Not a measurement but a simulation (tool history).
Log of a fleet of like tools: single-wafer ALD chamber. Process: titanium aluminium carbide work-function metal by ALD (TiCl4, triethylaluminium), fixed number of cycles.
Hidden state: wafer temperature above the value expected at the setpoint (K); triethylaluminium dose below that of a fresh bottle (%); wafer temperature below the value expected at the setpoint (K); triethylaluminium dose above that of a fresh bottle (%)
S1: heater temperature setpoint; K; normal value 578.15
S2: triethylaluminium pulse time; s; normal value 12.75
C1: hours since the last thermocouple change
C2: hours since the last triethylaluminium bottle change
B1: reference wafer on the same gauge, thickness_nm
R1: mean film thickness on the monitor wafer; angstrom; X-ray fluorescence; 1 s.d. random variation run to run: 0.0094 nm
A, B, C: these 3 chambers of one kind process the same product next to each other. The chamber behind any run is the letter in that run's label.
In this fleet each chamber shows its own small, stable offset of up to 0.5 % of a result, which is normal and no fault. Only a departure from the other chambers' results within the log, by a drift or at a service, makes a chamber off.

{"run": "1B", "hour": 10.8, "S1": 578.15, "S2": 12.75, "C1": 677.2, "C2": 385, "B1": 1.9491, "R1": 20.871}
{"run": "2C", "hour": 19.5, "S1": 578.15, "S2": 12.75, "C1": 377, "C2": 68.1, "B1": 1.9496, "R1": 20.895}
{"run": "3A", "hour": 32.6, "S1": 578.15, "S2": 12.75, "C1": 1052.3, "C2": 80.7, "B1": 1.949, "R1": 20.839}
{"run": "4A", "hour": 44.0, "S1": 578.15, "S2": 12.75, "C1": 1063.7, "C2": 92.1, "B1": 1.9488, "R1": 20.949}
{"run": "5C", "hour": 55.0, "S1": 578.15, "S2": 12.75, "C1": 412.5, "C2": 103.6, "B1": 1.9492, "R1": 20.925}
{"run": "6B", "hour": 65.0, "S1": 578.15, "S2": 12.75, "C1": 731.4, "C2": 439.2, "B1": 1.9497, "R1": 20.912}
{"run": "7A", "hour": 73.0, "S1": 564.15, "S2": 12.75, "C1": 1092.7, "C2": 121.1, "B1": 1.9505, "R1": 19.636}
{"run": "8C", "hour": 84.5, "S1": 564.15, "S2": 12.75, "C1": 442, "C2": 133.1, "B1": 1.9523, "R1": 19.7}
{"run": "9B", "hour": 90.9, "S1": 564.15, "S2": 12.75, "C1": 757.3, "C2": 465.1, "B1": 1.9482, "R1": 19.566}
{"run": "10A", "hour": 100.5, "S1": 578.15, "S2": 12.75, "C1": 1120.2, "C2": 148.6, "B1": 1.9488, "R1": 20.71}
{"run": "11C", "hour": 109.1, "S1": 578.15, "S2": 12.75, "C1": 466.6, "C2": 157.7, "B1": 1.9489, "R1": 20.912}
{"run": "12B", "hour": 122.8, "S1": 578.15, "S2": 12.75, "C1": 789.2, "C2": 497, "B1": 1.9483, "R1": 21.039}
{"run": "13C", "hour": 136.0, "S1": 578.15, "S2": 12.75, "C1": 493.5, "C2": 184.6, "B1": 1.9501, "R1": 20.824}
{"run": "14A", "hour": 144.7, "S1": 578.15, "S2": 12.75, "C1": 1164.4, "C2": 192.8, "B1": 1.9481, "R1": 20.755}
{"run": "15B", "hour": 159.5, "S1": 578.15, "S2": 12.75, "C1": 825.9, "C2": 533.7, "B1": 1.9476, "R1": 20.923}
{"run": "16B", "hour": 173.2, "S1": 578.15, "S2": 12.75, "C1": 839.6, "C2": 547.4, "B1": 1.9511, "R1": 21.021}
{"run": "17C", "hour": 186.8, "S1": 578.15, "S2": 12.75, "C1": 544.3, "C2": 235.4, "B1": 1.9514, "R1": 20.832}
{"run": "18A", "hour": 193.7, "S1": 578.15, "S2": 12.75, "C1": 1213.4, "C2": 241.8, "B1": 1.9489, "R1": 20.711}
{"run": "19C", "hour": 203.7, "S1": 578.15, "S2": 12.75, "C1": 561.2, "C2": 252.3, "B1": 1.9502, "R1": 20.735}
{"hour": 209.3, "done": "chamber A: thermocouple changed; heater temperature recalibrated"}
{"run": "20B", "hour": 213.1, "S1": 578.15, "S2": 12.75, "C1": 879.5, "C2": 587.3, "B1": 1.9491, "R1": 20.893}
{"run": "21A", "hour": 224.2, "S1": 578.15, "S2": 12.75, "C1": 14.9, "C2": 272.3, "B1": 1.9522, "R1": 20.827}
{"run": "22C", "hour": 236.6, "S1": 578.15, "S2": 12.75, "C1": 594.1, "C2": 285.2, "B1": 1.9516, "R1": 20.849}
{"run": "23A", "hour": 251.3, "S1": 578.15, "S2": 12.75, "C1": 42, "C2": 299.4, "B1": 1.9477, "R1": 20.82}
{"run": "24B", "hour": 262.8, "S1": 578.15, "S2": 12.75, "C1": 929.2, "C2": 637, "B1": 1.9489, "R1": 20.917}
{"run": "25C", "hour": 270.0, "S1": 578.15, "S2": 12.75, "C1": 627.5, "C2": 318.6, "B1": 1.9496, "R1": 20.884}
{"run": "26A", "hour": 283.3, "S1": 578.15, "S2": 12.75, "C1": 74, "C2": 331.4, "B1": 1.9493, "R1": 20.722}
{"run": "27B", "hour": 297.9, "S1": 578.15, "S2": 12.75, "C1": 964.3, "C2": 672.1, "B1": 1.9484, "R1": 21.042}
{"run": "28A", "hour": 306.5, "S1": 578.15, "S2": 12.75, "C1": 97.2, "C2": 354.6, "B1": 1.9497, "R1": 20.697}
{"run": "29B", "hour": 317.4, "S1": 588.15, "S2": 10.97, "C1": 983.8, "C2": 691.6, "B1": 1.9507, "R1": 21.626}
{"run": "30C", "hour": 326.1, "S1": 588.15, "S2": 10.97, "C1": 683.6, "C2": 374.7, "B1": 1.9495, "R1": 21.703}
{"run": "31A", "hour": 339.8, "S1": 588.15, "S2": 10.97, "C1": 130.5, "C2": 387.9, "B1": 1.9511, "R1": 21.435}
{"run": "32C", "hour": 350.8, "S1": 578.15, "S2": 12.75, "C1": 708.3, "C2": 399.4, "B1": 1.9497, "R1": 20.875}
{"run": "33B", "hour": 365.5, "S1": 578.15, "S2": 12.75, "C1": 1031.9, "C2": 739.7, "B1": 1.9495, "R1": 20.893}
{"run": "34B", "hour": 380.1, "S1": 578.15, "S2": 12.75, "C1": 1046.5, "C2": 754.3, "B1": 1.9492, "R1": 20.892}
{"run": "35C", "hour": 391.9, "S1": 570.15, "S2": 11, "C1": 749.4, "C2": 440.5, "B1": 1.952, "R1": 19.96}
{"run": "36A", "hour": 399.2, "S1": 570.15, "S2": 11, "C1": 189.9, "C2": 447.3, "B1": 1.9502, "R1": 19.827}
{"run": "37C", "hour": 409.5, "S1": 570.15, "S2": 11, "C1": 767, "C2": 458.1, "B1": 1.95, "R1": 19.914}
{"run": "38A", "hour": 417.8, "S1": 578.15, "S2": 12.75, "C1": 208.5, "C2": 465.9, "B1": 1.9512, "R1": 20.792}
{"run": "39B", "hour": 425.3, "S1": 578.15, "S2": 12.75, "C1": 1091.7, "C2": 799.5, "B1": 1.9506, "R1": 21.022}
{"run": "40C", "hour": 432.1, "S1": 590.15, "S2": 15.07, "C1": 789.6, "C2": 480.7, "B1": 1.9512, "R1": 22.098}
{"run": "41B", "hour": 440.8, "S1": 590.15, "S2": 15.07, "C1": 1107.2, "C2": 815, "B1": 1.9491, "R1": 22.246}
{"run": "42A", "hour": 453.1, "S1": 590.15, "S2": 15.07, "C1": 243.8, "C2": 501.2, "B1": 1.9486, "R1": 21.981}

All chambers now run identical settings, listed one chamber a line with results as question marks. What results will each chamber show?
{"run": "43A", "hour": 463.7, "S1": 573.15, "S2": 12.75, "R1": "?"}
{"run": "43B", "hour": 463.7, "S1": 573.15, "S2": 12.75, "R1": "?"}
{"run": "43C", "hour": 463.7, "S1": 573.15, "S2": 12.75, "R1": "?"}

run=43A R1=20.377
run=43B R1=20.607
run=43C R1=20.612

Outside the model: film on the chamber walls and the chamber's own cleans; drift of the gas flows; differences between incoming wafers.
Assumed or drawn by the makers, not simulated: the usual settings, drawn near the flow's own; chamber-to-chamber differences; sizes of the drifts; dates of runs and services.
